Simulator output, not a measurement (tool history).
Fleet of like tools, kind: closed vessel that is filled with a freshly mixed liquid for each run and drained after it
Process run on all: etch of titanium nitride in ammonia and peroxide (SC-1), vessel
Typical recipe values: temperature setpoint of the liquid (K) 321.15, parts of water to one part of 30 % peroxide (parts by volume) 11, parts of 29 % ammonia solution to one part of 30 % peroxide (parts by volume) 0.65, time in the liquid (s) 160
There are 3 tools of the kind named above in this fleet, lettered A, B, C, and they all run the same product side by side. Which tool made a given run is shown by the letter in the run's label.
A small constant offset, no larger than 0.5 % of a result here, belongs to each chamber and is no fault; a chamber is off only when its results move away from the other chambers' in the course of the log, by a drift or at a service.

run    day  temperature setpoint of the liquid (K)  parts of water to one part of 30 % peroxide (parts by volume)  parts of 29 % ammonia solution to one part of 30 % peroxide (parts by volume)  time in the liquid (s)  hours since the thermometer was replaced  hours since the ammonia flow meter was replaced  hours since the drum of ammonia solution was connected  read-back film thickness of the titanium nitride reference wafer, read on the same gauge (nm)  thickness taken off the titanium nitride on a monitor wafer (Å)
 1A  0.200                                  321.15                                                             11                                                                           0.65                     160                                    1529.3                                            242.0                                                   535.7                                                                                         40.022                                                           76.386
 2B  0.354                                  321.15                                                             11                                                                           0.65                     160                                     874.9                                           1613.4                                                   570.5                                                                                         39.998                                                           77.076
 3C  0.538                                  321.15                                                             11                                                                           0.65                     160                                     524.5                                           1423.3                                                   256.6                                                                                         39.988                                                           77.250
 4A  0.750                                  321.15                                                             11                                                                           0.65                     160                                    1542.5                                            255.2                                                   548.9                                                                                         39.980                                                           77.287
 5C  1.017                                  321.15                                                             11                                                                           0.65                      95                                     536.0                                           1434.8                                                   268.1                                                                                         40.001                                                           45.343
 6B  1.271                                  321.15                                                             11                                                                           0.65                      95                                     896.9                                           1635.4                                                   592.5                                                                                         40.009                                                           44.850
 7C  1.533                                  321.15                                                             11                                                                           0.65                      95                                     548.4                                           1447.2                                                   280.5                                                                                         39.976                                                           45.557
 8B  1.796                                  321.15                                                             11                                                                           0.65                     160                                     909.5                                           1648.0                                                   605.1                                                                                         40.033                                                           75.026
 9A  2.021                                  321.15                                                             11                                                                           0.65                     160                                    1573.0                                            285.7                                                   579.4                                                                                         40.015                                                           75.329
     2.179  -- chamber A: thermometer replaced
10A  2.267                                  321.15                                                             11                                                                           0.65                     160                                       2.2                                            291.6                                                   585.3                                                                                         40.029                                                           76.005
11C  2.500                                  321.15                                                             11                                                                           0.65                     160                                     571.6                                           1470.4                                                   303.7                                                                                         40.013                                                           77.255
12B  2.638                                  321.15                                                             11                                                                           0.65                     160                                     929.7                                           1668.2                                                   625.3                                                                                         40.039                                                           74.344
13B  2.829                                  321.15                                                             11                                                                           0.65                     160                                     934.3                                           1672.8                                                   629.9                                                                                         40.019                                                           73.622
14A  3.017                                  321.15                                                             11                                                                           0.65                     160                                      20.2                                            309.6                                                   603.3                                                                                         39.996                                                           77.046
15C  3.258                                  321.15                                                             11                                                                           0.65                     160                                     589.8                                           1488.6                                                   321.9                                                                                         40.003                                                           76.904
16C  3.492                                  321.15                                                             11                                                                           0.65                     160                                     595.4                                           1494.2                                                   327.5                                                                                         40.011                                                           76.641
17B  3.754                                  321.15                                                             11                                                                           0.65                     160                                     956.5                                           1695.0                                                   652.1                                                                                         40.000                                                           74.696
18A  3.929                                  321.15                                                             11                                                                           0.65                     160                                      42.1                                            331.5                                                   625.2                                                                                         40.035                                                           75.254
19A  4.050                                  321.15                                                             11                                                                           0.65                     160                                      45.0                                            334.4                                                   628.1                                                                                         39.984                                                           76.601
20B  4.275                                  321.15                                                             11                                                                           0.65                     160                                     969.0                                           1707.5                                                   664.6                                                                                         40.032                                                           72.943
21C  4.496                                  325.65                                                             11                                                                           0.65                     225                                     619.5                                           1518.3                                                   351.6                                                                                         40.030                                                          146.390
22B  4.654                                  325.65                                                             11                                                                           0.65                     225                                     978.1                                           1716.6                                                   673.7                                                                                         40.009                                                          139.240
23A  4.888                                  325.65                                                             11                                                                           0.65                     225                                      65.1                                            354.5                                                   648.2                                                                                         39.995                                                          146.480
24C  5.100                                  321.15                                                             11                                                                           0.65                     160                                     634.0                                           1532.8                                                   366.1                                                                                         39.978                                                           75.873
25C  5.338                                  321.15                                                             11                                                                           0.65                     160                                     639.7                                           1538.5                                                   371.8                                                                                         39.998                                                           75.719
26B  5.608                                  321.15                                                             11                                                                           0.65                     160                                    1001.0                                           1739.5                                                   696.6                                                                                         40.021                                                           71.342

Which is it: a chamber that has drifted or been left off by a service, a gauge drift common to all chambers, or only each chamber's usual small offset? If a chamber is off, name it and its likeliest cause.

Little by little, chamber B moves away from the other chambers.
Most likely cause: liquid colder than its thermometer reads (K) = 0.914.

Here are 4 candidates for chamber B's next run, each the usual settings with a change, their results left as question marks. Which one brings its results back in line with what the others give on the usual settings?
In line means no further than this from the other chambers' mean on the usual settings: thickness taken off the titanium nitride on a monitor wafer (Å) 1.900
27B-1  5.808                                  320.15                                                             11                                                                           0.65                     155                                                                                                                                                                                                                                                                                                                  ?
27B-2  5.808                                  322.15                                                             11                                                                           0.65                     160                                                                                                                                                                                                                                                                                                                  ?
27B-3  5.808                                  320.65                                                             11                                                                           0.65                     155                                                                                                                                                                                                                                                                                                                  ?
27B-4  5.808                                  322.15                                                             11                                                                           0.65                     165                                                                                                                                                                                                                                                                                                                  ?

The other chambers' mean on the usual settings: thickness taken off the titanium nitride on a monitor wafer (Å) 76.391
  run  thickness taken off the titanium nitride on a monitor wafer (Å)
27B-1                                                           64.704
27B-2                                                           76.811
27B-3                                                           67.004
27B-4                                                           79.211
With 27B-2, the chamber falls back in line with the rest.
